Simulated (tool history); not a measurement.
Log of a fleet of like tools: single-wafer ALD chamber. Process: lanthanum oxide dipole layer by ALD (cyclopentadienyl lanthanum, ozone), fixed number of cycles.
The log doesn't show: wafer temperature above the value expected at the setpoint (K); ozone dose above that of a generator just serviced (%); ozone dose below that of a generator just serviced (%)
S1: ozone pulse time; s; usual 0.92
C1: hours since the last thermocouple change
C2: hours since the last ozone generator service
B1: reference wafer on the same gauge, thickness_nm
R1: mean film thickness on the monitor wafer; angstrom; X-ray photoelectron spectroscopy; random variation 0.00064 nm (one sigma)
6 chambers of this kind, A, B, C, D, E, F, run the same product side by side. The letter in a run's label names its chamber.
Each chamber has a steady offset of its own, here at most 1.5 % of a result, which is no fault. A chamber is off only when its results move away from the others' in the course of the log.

run,hour,S1,C1,C2,B1,R1
1A,6.0,0.92,197.5,744.2,0.56893,4.8750
2B,17.1,0.92,122.7,857.9,0.56903,4.8698
3C,23.3,0.92,1849.4,1750.9,0.56895,4.9172
4F,34.4,0.92,644.7,460.1,0.56922,4.8266
5E,41.1,0.58,1228.1,759.1,0.56937,3.9244
6D,54.2,0.58,73.9,252.3,0.56953,3.9331
7E,66.4,0.58,1253.4,784.4,0.56970,3.9330
8D,72.6,0.58,92.3,270.7,0.56977,3.9432
9F,79.4,0.58,689.7,505.1,0.56978,3.9419
10A,88.3,0.58,279.8,826.5,0.56981,3.9907
# hour 91.2: chamber E: ozone generator serviced
# hour 93.1: chamber C: ozone generator serviced
11C,99.1,0.92,1925.2,6.1,0.56975,4.9207
12B,110.7,0.92,216.3,951.5,0.56982,4.8769
# hour 117.0: chamber A: ozone generator serviced
13A,122.2,0.71,313.7,5.3,0.56988,4.3928
14C,134.5,0.71,1960.6,41.5,0.57018,4.4430
# hour 137.0: chamber C: thermocouple changed; heater temperature recalibrated
15D,146.5,0.71,166.2,344.6,0.57022,4.3681
16E,157.2,0.71,1344.2,66.0,0.57016,4.3680
17B,163.7,0.71,269.3,1004.5,0.57026,4.3831
18F,172.6,0.71,782.9,598.3,0.57053,4.3663
19F,183.3,0.92,793.6,609.0,0.57068,4.8547
# hour 192.6: chamber E: thermocouple changed; heater temperature recalibrated
20A,193.1,0.92,384.6,76.2,0.57061,4.8908
21C,204.9,0.92,67.9,111.9,0.57067,4.9279
22E,215.4,0.92,22.9,124.2,0.57098,4.8783
23B,226.4,0.92,332.0,1067.2,0.57098,4.8861
24D,240.1,0.62,259.8,438.2,0.57104,4.0948
25A,250.6,0.62,442.1,133.7,0.57100,4.1328
26D,264.2,0.62,283.9,462.3,0.57115,4.1014
27F,275.9,0.62,886.2,701.6,0.57114,4.0817
28C,288.9,0.62,151.9,195.9,0.57128,4.1598
29B,297.9,0.62,403.5,1138.7,0.57147,4.1250
30E,306.6,0.92,114.1,215.4,0.57133,4.8785
31F,313.7,0.92,924.0,739.4,0.57167,4.8696
32E,327.0,0.92,134.5,235.8,0.57171,4.8865
33D,334.7,0.92,354.4,532.8,0.57163,4.8408
34B,343.0,0.92,448.6,1183.8,0.57179,4.8860
35A,355.5,0.62,547.0,238.6,0.57200,4.1458
36C,365.2,0.62,228.2,272.2,0.57186,4.1732

Next, every chamber runs the same settings. What will each give?
37A,375.1,0.92,,,,?
37B,375.1,0.92,,,,?
37C,375.1,0.92,,,,?
37D,375.1,0.92,,,,?
37E,375.1,0.92,,,,?
37F,375.1,0.92,,,,?

run,R1
37A,4.8970
37B,4.8791
37C,4.9404
37D,4.8538
37E,4.8728
37F,4.8660
